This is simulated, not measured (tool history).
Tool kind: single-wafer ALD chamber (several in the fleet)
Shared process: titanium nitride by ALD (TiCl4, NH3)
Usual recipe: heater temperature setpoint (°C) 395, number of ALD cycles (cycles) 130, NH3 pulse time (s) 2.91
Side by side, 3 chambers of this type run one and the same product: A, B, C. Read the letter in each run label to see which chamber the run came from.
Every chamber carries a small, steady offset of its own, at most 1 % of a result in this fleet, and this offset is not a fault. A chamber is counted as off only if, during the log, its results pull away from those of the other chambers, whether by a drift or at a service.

run,hour,heater temperature setpoint (°C),number of ALD cycles (cycles),NH3 pulse time (s),"read-back reference wafer on the same gauge, thickness_nm",mean film thickness on the monitor wafer (angstrom)
1C,11.5,395,130,2.91,3.0876,29.104
2B,19.8,395,130,2.91,3.0899,28.683
3A,34.1,395,130,2.91,3.0888,29.025
4B,47.7,395,130,2.91,3.0909,28.818
5A,58.0,395,130,2.91,3.0918,28.977
6C,69.7,402,130,2.05,3.0888,28.785
7A,78.6,402,130,2.05,3.0918,28.879
8C,92.2,402,130,2.05,3.0893,28.753
9B,104.9,395,130,2.91,3.0902,28.760
10B,119.5,395,117,2.91,3.0892,26.011
11A,130.9,395,117,2.91,3.0888,26.207
12C,137.2,395,117,2.91,3.0891,26.140
13C,146.3,395,130,2.91,3.0884,29.098
14A,153.2,395,130,2.91,3.0898,29.068
15B,167.0,395,130,2.91,3.0895,28.737
16C,178.8,395,113,2.91,3.0896,25.332
17A,191.5,395,113,2.91,3.0881,25.204
18B,205.8,395,113,2.91,3.0891,25.002
19B,218.7,395,130,2.91,3.0907,28.896
20A,228.4,395,130,2.91,3.0905,28.946
21C,239.6,380,130,2.91,3.0916,28.729
22B,251.1,380,130,2.91,3.0896,28.577
23A,258.3,380,130,2.91,3.0902,28.738
24C,265.2,395,130,2.91,3.0911,29.013
25A,275.0,403,130,4.05,3.0894,29.394
26B,285.8,403,130,4.05,3.0922,29.193
27C,296.9,403,130,4.05,3.0906,29.474
28A,303.3,395,130,2.91,3.0871,29.098
29C,315.7,395,130,2.91,3.0889,29.120

Each of the 3 chambers runs these same settings next. Fill in every chamber's results:
30A,326.2,395,130,2.91,,?
30B,326.2,395,130,2.91,,?
30C,326.2,395,130,2.91,,?

run,mean film thickness on the monitor wafer (angstrom)
30A,29.072
30B,28.888
30C,29.086

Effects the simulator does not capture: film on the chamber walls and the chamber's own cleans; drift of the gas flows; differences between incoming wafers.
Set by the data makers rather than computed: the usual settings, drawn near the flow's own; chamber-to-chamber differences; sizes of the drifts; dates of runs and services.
